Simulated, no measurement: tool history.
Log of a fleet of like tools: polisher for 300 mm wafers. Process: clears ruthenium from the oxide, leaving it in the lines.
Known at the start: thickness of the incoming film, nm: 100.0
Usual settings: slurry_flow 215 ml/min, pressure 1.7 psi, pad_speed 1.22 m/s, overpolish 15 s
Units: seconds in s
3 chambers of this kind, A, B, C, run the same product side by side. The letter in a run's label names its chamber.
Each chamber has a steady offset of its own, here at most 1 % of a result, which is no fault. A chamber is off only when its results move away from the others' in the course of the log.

{"run": "1B", "hour": 10.0, "slurry_flow": 215, "pressure": 1.7, "pad_speed": 1.22, "overpolish": 15, "seconds": 104.06}
{"run": "2A", "hour": 14.6, "slurry_flow": 215, "pressure": 1.7, "pad_speed": 1.22, "overpolish": 15, "seconds": 102.68}
{"hour": 20.0, "done": "chamber C: worn pad replaced by a new one"}
{"run": "3C", "hour": 23.3, "slurry_flow": 215, "pressure": 1.7, "pad_speed": 1.22, "overpolish": 15, "seconds": 102.76}
{"run": "4A", "hour": 32.0, "slurry_flow": 215, "pressure": 1.7, "pad_speed": 1.22, "overpolish": 15, "seconds": 101.45}
{"run": "5B", "hour": 41.9, "slurry_flow": 165, "pressure": 1.7, "pad_speed": 0.96, "overpolish": 15, "seconds": 134.98}
{"run": "6C", "hour": 48.7, "slurry_flow": 165, "pressure": 1.7, "pad_speed": 0.96, "overpolish": 15, "seconds": 135.19}
{"run": "7C", "hour": 58.6, "slurry_flow": 165, "pressure": 1.7, "pad_speed": 0.96, "overpolish": 15, "seconds": 133.7}
{"run": "8B", "hour": 68.4, "slurry_flow": 215, "pressure": 1.7, "pad_speed": 1.22, "overpolish": 15, "seconds": 104.2}
{"run": "9A", "hour": 78.1, "slurry_flow": 145, "pressure": 1.3, "pad_speed": 1.22, "overpolish": 15, "seconds": 143.77}
{"hour": 78.2, "done": "chamber B: worn pad replaced by a new one"}
{"run": "10B", "hour": 84.6, "slurry_flow": 145, "pressure": 1.3, "pad_speed": 1.22, "overpolish": 15, "seconds": 143.63}
{"run": "11A", "hour": 92.9, "slurry_flow": 145, "pressure": 1.3, "pad_speed": 1.22, "overpolish": 15, "seconds": 146}
{"hour": 94.4, "done": "chamber C: worn pad replaced by a new one"}
{"run": "12C", "hour": 100.7, "slurry_flow": 215, "pressure": 1.7, "pad_speed": 1.22, "overpolish": 15, "seconds": 100.22}
{"run": "13A", "hour": 109.6, "slurry_flow": 215, "pressure": 1.7, "pad_speed": 1.22, "overpolish": 15, "seconds": 101.35}
{"run": "14C", "hour": 115.2, "slurry_flow": 215, "pressure": 1.7, "pad_speed": 1.22, "overpolish": 12, "seconds": 104.4}
{"hour": 116.5, "done": "chamber A: worn pad replaced by a new one"}
{"run": "15B", "hour": 123.9, "slurry_flow": 215, "pressure": 1.7, "pad_speed": 1.22, "overpolish": 12, "seconds": 103.42}
{"run": "16B", "hour": 129.3, "slurry_flow": 215, "pressure": 1.7, "pad_speed": 1.22, "overpolish": 12, "seconds": 104.89}
{"run": "17C", "hour": 136.5, "slurry_flow": 215, "pressure": 1.7, "pad_speed": 1.22, "overpolish": 15, "seconds": 104}
{"run": "18A", "hour": 145.6, "slurry_flow": 215, "pressure": 1.7, "pad_speed": 1.22, "overpolish": 15, "seconds": 102.9}
{"run": "19C", "hour": 152.9, "slurry_flow": 215, "pressure": 1.7, "pad_speed": 1.22, "overpolish": 15, "seconds": 103.27}
{"run": "20A", "hour": 161.2, "slurry_flow": 215, "pressure": 1.7, "pad_speed": 1.22, "overpolish": 15, "seconds": 102.2}

All 3 chambers run these settings next. Forecast each chamber's results:
{"run": "21A", "hour": 168.6, "slurry_flow": 215, "pressure": 1.7, "pad_speed": 1.22, "overpolish": 15, "seconds": "?"}
{"run": "21B", "hour": 168.6, "slurry_flow": 215, "pressure": 1.7, "pad_speed": 1.22, "overpolish": 15, "seconds": "?"}
{"run": "21C", "hour": 168.6, "slurry_flow": 215, "pressure": 1.7, "pad_speed": 1.22, "overpolish": 15, "seconds": "?"}

run=21A seconds=104.22
run=21B seconds=104.68
run=21C seconds=102.66
